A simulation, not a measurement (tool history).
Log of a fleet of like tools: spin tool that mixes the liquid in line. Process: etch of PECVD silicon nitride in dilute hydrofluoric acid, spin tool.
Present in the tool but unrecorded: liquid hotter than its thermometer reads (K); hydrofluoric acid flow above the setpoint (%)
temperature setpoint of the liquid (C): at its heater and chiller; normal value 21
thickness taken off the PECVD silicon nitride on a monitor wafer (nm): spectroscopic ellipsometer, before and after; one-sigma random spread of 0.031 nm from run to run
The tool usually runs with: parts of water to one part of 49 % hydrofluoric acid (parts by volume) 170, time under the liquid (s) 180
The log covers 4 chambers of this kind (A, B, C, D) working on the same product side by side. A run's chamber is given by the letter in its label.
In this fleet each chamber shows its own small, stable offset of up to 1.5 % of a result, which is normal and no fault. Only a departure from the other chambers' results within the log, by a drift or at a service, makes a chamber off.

run   hour  temperature setpoint of the liquid (C)  parts of water to one part of 49 % hydrofluoric acid (parts by volume)  time under the liquid (s)  hours since the thermometer was replaced  hours since the hydrofluoric acid flow meter was replaced  read-back film thickness of the PECVD silicon nitride reference wafer, read on the same gauge (nm)  thickness taken off the PECVD silicon nitride on a monitor wafer (nm)
 1D      6                                      21                                                                     170                        180                                    1114.1                                                      467.5                                                                                              100.01                                                                 1.8109
 2B   11.2                                      21                                                                     170                        180                                    1488.9                                                       1382                                                                                              99.996                                                                 1.8697
      16.1  -- chamber D: thermometer replaced
 3A   18.3                                      21                                                                     170                        180                                      19.7                                                      123.1                                                                                                 100                                                                 1.8909
 4C   26.1                                      21                                                                     170                        180                                       501                                                     1291.8                                                                                              99.998                                                                  1.904
 5A   33.6                                      21                                                                     170                        180                                        35                                                      138.4                                                                                              100.01                                                                 1.8752
 6B   42.2                                      21                                                                     170                        180                                    1519.9                                                       1413                                                                                              99.998                                                                 1.9112
 7C   48.2                                      21                                                                     170                        180                                     523.1                                                     1313.9                                                                                                 100                                                                 1.8964
 8D   55.2                                      21                                                                     170                        180                                      39.1                                                      516.7                                                                                                 100                                                                 1.8885
 9C   63.5                                      21                                                                     170                        180                                     538.4                                                     1329.2                                                                                              99.987                                                                 1.8867
10A     71                                      21                                                                     170                        180                                      72.4                                                      175.8                                                                                                 100                                                                 1.8657
11D   76.6                                      21                                                                     170                        180                                      60.5                                                      538.1                                                                                                 100                                                                 1.8421
12B   83.5                                      21                                                                     170                        180                                    1561.2                                                     1454.3                                                                                              99.983                                                                 1.8878
13A   88.7                                      21                                                                     170                        180                                      90.1                                                      193.5                                                                                              99.994                                                                 1.8647
14C   94.5                                      21                                                                     125                        285                                     569.4                                                     1360.2                                                                                                 100                                                                  3.912
15B  100.9                                      21                                                                     125                        285                                    1578.6                                                     1471.7                                                                                              99.984                                                                 3.9077
16D  105.2                                      21                                                                     125                        285                                      89.1                                                      566.7                                                                                              100.01                                                                  3.985
17B  110.8                                      21                                                                     125                        285                                    1588.5                                                     1481.6                                                                                              99.983                                                                 3.9129
18D  115.4                                      21                                                                     170                        180                                      99.3                                                      576.9                                                                                              99.991                                                                 1.8348
19A  123.2                                      21                                                                     170                         80                                     124.6                                                        228                                                                                              100.01                                                                 0.8362
20C  128.9                                      21                                                                     170                         80                                     603.8                                                     1394.6                                                                                              100.01                                                                0.87352
21C  137.8                                      21                                                                     170                         80                                     612.7                                                     1403.5                                                                                              100.02                                                                0.86312
22B  144.4                                      21                                                                     170                         80                                    1622.1                                                     1515.2                                                                                                 100                                                                 0.8468
23A  150.3                                      21                                                                     170                        180                                     151.7                                                      255.1                                                                                                 100                                                                 1.8013
24D  154.9                                      17                                                                     170                        180                                     138.8                                                      616.4                                                                                              99.981                                                                 1.4108
25C  162.5                                      17                                                                     170                        180                                     637.4                                                     1428.2                                                                                              100.01                                                                 1.5331
26D  167.1                                      17                                                                     170                        180                                       151                                                      628.6                                                                                              99.982                                                                 1.4115
27A  173.2                                      17                                                                     170                        180                                     174.6                                                        278                                                                                              99.979                                                                 1.4836
28B  181.2                                      21                                                                     170                        180                                    1658.9                                                       1552                                                                                              100.01                                                                  1.906
29C    186                                      21                                                                     170                        180                                     660.9                                                     1451.7                                                                                              99.979                                                                 1.9837
30A  193.9                                      21                                                                     170                        180                                     195.3                                                      298.7                                                                                              99.997                                                                 1.8562
31B  198.2                                      21                                                                     170                        180                                    1675.9                                                       1569                                                                                                 100                                                                 1.8958
32D  204.6                                      21                                                                     170                        180                                     188.5                                                      666.1                                                                                              100.01                                                                 1.8584
33B  209.8                                      21                                                                     170                        180                                    1687.5                                                     1580.6                                                                                              99.989                                                                 1.8853
34A  216.4                                    24.5                                                                     170                        180                                     217.8                                                      321.2                                                                                              99.993                                                                 2.4492
35C  221.4                                    24.5                                                                     170                        180                                     696.3                                                     1487.1                                                                                                 100                                                                 2.5094
36D  226.3                                    24.5                                                                     170                        180                                     210.2                                                      687.8                                                                                               99.99                                                                 2.3285
37D  231.2                                    24.5                                                                     170                        180                                     215.1                                                      692.7                                                                                              99.995                                                                 2.2916
38C  238.3                                      21                                                                     170                        180                                     713.2                                                       1504                                                                                              100.03                                                                 2.0465
39A  246.7                                      21                                                                     170                        180                                     248.1                                                      351.5                                                                                              100.02                                                                 1.8891

Is one chamber out of step, is the gauge drifting, or do the chambers differ by no more than their own small offsets? For an off chamber, give its letter and the likeliest cause.

It is chamber C that slowly wanders off from its peers.
Most likely cause: liquid hotter than its thermometer reads (K) = 1.5.
From this log alone, it may not be told apart from: hydrofluoric acid flow above the setpoint (%).

Which of the 4 candidates below, each the usual settings with something changed and its results left as question marks, puts chamber C back in line with what the other chambers give on the usual settings?
To be in line, a result may differ from the other chambers' mean on the usual settings by at most: thickness taken off the PECVD silicon nitride on a monitor wafer (nm) 0.11
40C-1  253.4                                    21.5                                                                     170                        195                                                                                                                                                                                                                                                                               ?
40C-2  253.4                                    20.5                                                                     180                        180                                                                                                                                                                                                                                                                               ?
40C-3  253.4                                    20.5                                                                     180                        160                                                                                                                                                                                                                                                                               ?
40C-4  253.4                                      21                                                                     170                        220                                                                                                                                                                                                                                                                               ?

Average result of the remaining chambers running the usual settings: thickness taken off the PECVD silicon nitride on a monitor wafer (nm) 1.8732
  run  thickness taken off the PECVD silicon nitride on a monitor wafer (nm)
40C-1                                                                 2.3094
40C-2                                                                 1.8915
40C-3                                                                 1.6813
40C-4                                                                 2.5241
The right change is 40C-2: it brings the chamber back within the allowed miss of the others.
